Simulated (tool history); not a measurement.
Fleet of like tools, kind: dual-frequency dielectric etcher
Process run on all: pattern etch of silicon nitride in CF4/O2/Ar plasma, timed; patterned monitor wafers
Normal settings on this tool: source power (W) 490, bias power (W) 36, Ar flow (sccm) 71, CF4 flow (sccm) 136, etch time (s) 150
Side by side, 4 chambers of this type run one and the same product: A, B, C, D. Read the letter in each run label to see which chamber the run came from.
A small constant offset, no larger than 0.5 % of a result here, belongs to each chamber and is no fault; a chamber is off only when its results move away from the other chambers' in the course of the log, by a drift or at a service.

| run | hour | source power (W) | bias power (W) | Ar flow (sccm) | CF4 flow (sccm) | etch time (s) | read-back reference wafer on the same gauge, depth_nm | mean etch depth across the wafer (angstrom) |
|---|---|---|---|---|---|---|---|---|
|  | 1.5 | chamber A: bias power generator calibrated |
| 1A | 5.9 | 490 | 36 | 71 | 136 | 150 | 239.9 | 2697.1 |
| 2C | 12.8 | 490 | 36 | 71 | 136 | 150 | 239.74 | 2699.5 |
| 3B | 17.4 | 490 | 36 | 71 | 136 | 150 | 240.02 | 2667.8 |
| 4D | 23.5 | 490 | 36 | 71 | 136 | 150 | 240.39 | 2707.5 |
| 5A | 30.2 | 490 | 36 | 71 | 136 | 150 | 239.96 | 2674.2 |
|  | 36.1 | chamber C: source power generator calibrated |
| 6B | 36.4 | 490 | 36 | 71 | 136 | 150 | 239.97 | 2694.8 |
| 7C | 42.4 | 490 | 36 | 71 | 136 | 150 | 240.02 | 2707.5 |
| 8D | 50.2 | 490 | 36 | 71 | 136 | 150 | 239.83 | 2684.6 |
| 9A | 55.5 | 490 | 29 | 71 | 136 | 150 | 240.26 | 2506.8 |
| 10D | 61.3 | 490 | 29 | 71 | 136 | 150 | 239.93 | 2501.7 |
| 11B | 67.2 | 490 | 29 | 71 | 136 | 150 | 240.07 | 2499.9 |
| 12C | 73.3 | 490 | 29 | 71 | 136 | 150 | 239.92 | 2524.1 |
| 13B | 77.2 | 490 | 36 | 71 | 136 | 150 | 240.16 | 2656.4 |
| 14C | 84.5 | 490 | 36 | 71 | 136 | 150 | 239.79 | 2692.3 |
| 15A | 88.7 | 490 | 36 | 71 | 136 | 150 | 240.04 | 2701.6 |
|  | 88.8 | chamber B: bias power generator calibrated |
| 16D | 93.9 | 490 | 36 | 71 | 136 | 150 | 239.77 | 2675.2 |
| 17A | 100.1 | 400 | 36 | 71 | 136 | 150 | 240.03 | 2222.9 |
| 18C | 104.2 | 400 | 36 | 71 | 136 | 150 | 239.76 | 2237.1 |
| 19B | 109.8 | 400 | 36 | 71 | 136 | 150 | 240.07 | 2239.1 |
| 20D | 115 | 400 | 36 | 71 | 136 | 150 | 239.68 | 2242.4 |
| 21A | 121.7 | 490 | 36 | 71 | 136 | 150 | 240.31 | 2664.8 |
| 22D | 129.2 | 490 | 36 | 71 | 136 | 150 | 240.06 | 2704.4 |
| 23C | 137.4 | 490 | 36 | 71 | 136 | 181 | 239.83 | 3245.5 |
| 24B | 141.9 | 490 | 36 | 71 | 136 | 181 | 240.24 | 3231.1 |
| 25D | 146 | 490 | 36 | 71 | 136 | 181 | 239.98 | 3237.1 |

All chambers now run identical settings, listed one chamber a line with results as question marks. What results will each chamber show?
| 26A | 152.2 | 490 | 36 | 71 | 136 | 114.5 |  | ? |
| 26B | 152.2 | 490 | 36 | 71 | 136 | 114.5 |  | ? |
| 26C | 152.2 | 490 | 36 | 71 | 136 | 114.5 |  | ? |
| 26D | 152.2 | 490 | 36 | 71 | 136 | 114.5 |  | ? |

| run | mean etch depth across the wafer (angstrom) |
|---|---|
| 26A | 2049.4 |
| 26B | 2062.1 |
| 26C | 2078.2 |
| 26D | 2068.1 |
